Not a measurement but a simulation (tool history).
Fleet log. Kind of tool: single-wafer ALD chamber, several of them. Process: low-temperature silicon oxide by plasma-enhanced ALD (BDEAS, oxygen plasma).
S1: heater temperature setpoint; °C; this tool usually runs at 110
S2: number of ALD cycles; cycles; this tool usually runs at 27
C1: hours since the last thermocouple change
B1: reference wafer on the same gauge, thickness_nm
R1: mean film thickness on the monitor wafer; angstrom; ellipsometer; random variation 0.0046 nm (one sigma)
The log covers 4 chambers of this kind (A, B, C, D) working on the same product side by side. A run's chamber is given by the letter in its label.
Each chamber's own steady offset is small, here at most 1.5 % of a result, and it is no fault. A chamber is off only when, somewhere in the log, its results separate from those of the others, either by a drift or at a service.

Run 1A, hour 5.7: usual settings; C1 404.9; B1 4.3301. Result: R1 38.110 angstrom.
Run 2B, hour 14.4: usual settings; C1 1564.8; B1 4.3318. Result: R1 37.843 angstrom.
Run 3D, hour 23.3: usual settings; C1 484.2; B1 4.3331. Result: R1 38.456 angstrom.
Run 4C, hour 29.5: usual settings; C1 340.4; B1 4.3332. Result: R1 38.040 angstrom.
Run 5D, hour 36.1: usual settings; C1 497.0; B1 4.3340. Result: R1 38.414 angstrom.
Run 6B, hour 43.3: usual settings; C1 1593.7; B1 4.3346. Result: R1 37.987 angstrom.
Run 7A, hour 52.7: usual settings; C1 451.9; B1 4.3358. Result: R1 38.175 angstrom.
Run 8C, hour 62.5: usual settings; C1 373.4; B1 4.3372. Result: R1 38.138 angstrom.
Run 9B, hour 70.9: usual settings; C1 1621.3; B1 4.3373. Result: R1 37.980 angstrom.
Run 10A, hour 79.5: usual settings; C1 478.7; B1 4.3375. Result: R1 38.248 angstrom.
Run 11C, hour 84.5: usual settings; C1 395.4; B1 4.3398. Result: R1 38.075 angstrom.
Run 12D, hour 89.9: usual settings; C1 550.8; B1 4.3391. Result: R1 38.455 angstrom.
Run 13C, hour 99.6: usual settings; C1 410.5; B1 4.3406. Result: R1 38.228 angstrom.
Run 14D, hour 104.0: usual settings; C1 564.9; B1 4.3421. Result: R1 38.588 angstrom.
Run 15B, hour 110.7: usual settings; C1 1661.1; B1 4.3414. Result: R1 38.016 angstrom.
Run 16A, hour 118.6: usual settings; C1 517.8; B1 4.3430. Result: R1 38.299 angstrom.
Run 17B, hour 125.5: usual settings; C1 1675.9; B1 4.3422. Result: R1 38.036 angstrom.
Run 18A, hour 132.7: usual settings; C1 531.9; B1 4.3453. Result: R1 38.261 angstrom.
Run 19D, hour 141.2: usual settings but S1 96 °C, S2 24 cycles; C1 602.1; B1 4.3453. Result: R1 35.475 angstrom.
Run 20C, hour 146.7: usual settings but S1 96 °C, S2 24 cycles; C1 457.6; B1 4.3453. Result: R1 35.112 angstrom.
Run 21D, hour 156.5: usual settings but S1 96 °C, S2 24 cycles; C1 617.4; B1 4.3460. Result: R1 35.445 angstrom.
Run 22A, hour 166.6: usual settings but S1 96 °C, S2 24 cycles; C1 565.8; B1 4.3476. Result: R1 35.204 angstrom.
Run 23B, hour 175.8: usual settings; C1 1726.2; B1 4.3490. Result: R1 38.006 angstrom.
Run 24C, hour 183.3: usual settings; C1 494.2; B1 4.3484. Result: R1 38.146 angstrom.
Run 25A, hour 190.8: usual settings but S1 119 °C; C1 590.0; B1 4.3506. Result: R1 37.730 angstrom.
Run 26C, hour 196.5: usual settings but S1 119 °C; C1 507.4; B1 4.3510. Result: R1 37.620 angstrom.

One chamber off, gauge drift, or nothing amiss beyond the chambers' own small offsets? If it is a chamber, which one, and what is the likeliest cause?

No chamber is off; the gauge reading every chamber's wafers drifts, which makes the whole fleet appear to move together.
Likeliest cause: gauge reads high (%) = 0.506.
